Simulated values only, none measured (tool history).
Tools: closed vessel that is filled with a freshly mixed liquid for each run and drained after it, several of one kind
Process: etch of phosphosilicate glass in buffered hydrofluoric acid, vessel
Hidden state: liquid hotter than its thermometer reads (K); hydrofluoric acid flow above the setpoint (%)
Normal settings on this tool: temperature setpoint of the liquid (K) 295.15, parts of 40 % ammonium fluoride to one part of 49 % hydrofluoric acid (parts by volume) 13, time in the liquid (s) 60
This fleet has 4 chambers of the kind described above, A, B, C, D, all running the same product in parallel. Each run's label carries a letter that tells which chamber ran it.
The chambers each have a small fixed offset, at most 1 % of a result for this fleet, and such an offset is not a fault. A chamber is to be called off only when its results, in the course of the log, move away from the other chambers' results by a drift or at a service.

run   hour  temperature setpoint of the liquid (K)  parts of 40 % ammonium fluoride to one part of 49 % hydrofluoric acid (parts by volume)  time in the liquid (s)  hours since the thermometer was replaced  hours since the hydrofluoric acid flow meter was replaced  read-back film thickness of the phosphosilicate glass reference wafer, read on the same gauge (nm)  thickness taken off the phosphosilicate glass on a monitor wafer (Å)
 1C    5.3                                  295.15                                                                                       13                      60                                     131.1                                                       74.1                                                                                              39.997                                                                4190.0
 2B   11.6                                  295.15                                                                                       13                      60                                     433.6                                                      285.1                                                                                              40.021                                                                4184.8
 3A   16.1                                  295.15                                                                                       13                      60                                    1539.7                                                      311.6                                                                                              39.977                                                                4258.4
 4D   19.4                                  295.15                                                                                       13                      60                                    1077.7                                                      351.9                                                                                              40.026                                                                4217.3
 5C   24.2                                  295.15                                                                                       13                      60                                     150.0                                                       93.0                                                                                              39.986                                                                4195.9
 6B   28.4                                  295.15                                                                                       13                      60                                     450.4                                                      301.9                                                                                              39.995                                                                4231.5
 7A   35.7                                  298.65                                                                                       13                      90                                    1559.3                                                      331.2                                                                                              40.008                                                                7661.2
 8D   42.4                                  298.65                                                                                       13                      90                                    1100.7                                                      374.9                                                                                              40.004                                                                7721.3
 9B   48.6                                  298.65                                                                                       13                      90                                     470.6                                                      322.1                                                                                              39.991                                                                7692.9
10C   53.6                                  298.65                                                                                       13                      90                                     179.4                                                      122.4                                                                                              39.988                                                                7745.2
11A   60.5                                  295.15                                                                                       13                      60                                    1584.1                                                      356.0                                                                                              40.016                                                                4273.2
12D   64.7                                  295.15                                                                                       13                      60                                    1123.0                                                      397.2                                                                                              40.006                                                                4158.1
13D   71.7                                  295.15                                                                                       13                      60                                    1130.0                                                      404.2                                                                                              39.999                                                                4192.2
14B   76.8                                  295.15                                                                                       13                      60                                     498.8                                                      350.3                                                                                              40.007                                                                4232.6
15A   80.2                                  296.65                                                                                       13                      60                                    1603.8                                                      375.7                                                                                              40.015                                                                4601.0
16C   85.3                                  296.65                                                                                       13                      60                                     211.1                                                      154.1                                                                                              39.975                                                                4598.6
17C   92.8                                  296.65                                                                                       13                      60                                     218.6                                                      161.6                                                                                              39.999                                                                4686.1
18A   97.7                                  296.65                                                                                       13                      60                                    1621.3                                                      393.2                                                                                              39.992                                                                4659.0
19B  103.1                                  295.15                                                                                       13                      60                                     525.1                                                      376.6                                                                                              40.014                                                                4272.1
20D  108.5                                  295.15                                                                                       11                      60                                    1166.8                                                      441.0                                                                                              40.038                                                                4964.0
21C  114.4                                  295.15                                                                                       11                      60                                     240.2                                                      183.2                                                                                              40.006                                                                4984.0
22B  120.7                                  295.15                                                                                       11                      60                                     542.7                                                      394.2                                                                                              40.002                                                                4910.6
23D  124.8                                  295.15                                                                                       11                      60                                    1183.1                                                      457.3                                                                                              39.970                                                                4949.4
     128.7  -- chamber A: thermometer replaced
24A  130.7                                  295.15                                                                                       13                      60                                       2.0                                                      426.2                                                                                              39.993                                                                4296.2
25D  136.3                                  295.15                                                                                       13                      60                                    1194.6                                                      468.8                                                                                              39.985                                                                4238.7
26C  141.5                                  295.15                                                                                       13                      60                                     267.3                                                      210.3                                                                                              40.034                                                                4282.0
27A  145.1                                  295.15                                                                                       13                      60                                      16.4                                                      440.6                                                                                              40.006                                                                4259.0
28B  151.5                                  295.15                                                                                       13                      60                                     573.5                                                      425.0                                                                                              39.992                                                                4249.4
29C  158.2                                  295.15                                                                                       13                      60                                     284.0                                                      227.0                                                                                              40.005                                                                4267.4
30A  164.6                                  295.15                                                                                       13                      60                                      35.9                                                      460.1                                                                                              40.018                                                                4248.3
31B  170.4                                  295.15                                                                                       15                      45                                     592.4                                                      443.9                                                                                              40.010                                                                2790.4
32D  174.6                                  295.15                                                                                       15                      45                                    1232.9                                                      507.1                                                                                              40.015                                                                2736.9
33B  181.9                                  295.15                                                                                       15                      45                                     603.9                                                      455.4                                                                                              39.976                                                                2781.0
34D  189.3                                  295.15                                                                                       15                      45                                    1247.6                                                      521.8                                                                                              39.986                                                                2746.1
35C  194.4                                  295.15                                                                                       13                      60                                     320.2                                                      263.2                                                                                              40.024                                                                4264.1
36A  201.0                                  295.15                                                                                       13                      60                                      72.3                                                      496.5                                                                                              39.983                                                                4283.1

The same settings go to every chamber for the next run, one line per chamber below. Forecast the results for each:
37A  206.4                                  298.15                                                                                       13                      60                                                                                                                                                                                                                                                                              ?
37B  206.4                                  298.15                                                                                       13                      60                                                                                                                                                                                                                                                                              ?
37C  206.4                                  298.15                                                                                       13                      60                                                                                                                                                                                                                                                                              ?
37D  206.4                                  298.15                                                                                       13                      60                                                                                                                                                                                                                                                                              ?

run  thickness taken off the phosphosilicate glass on a monitor wafer (Å)
37A                                                                4995.3
37B                                                                5014.6
37C                                                                4988.4
37D                                                                4981.0
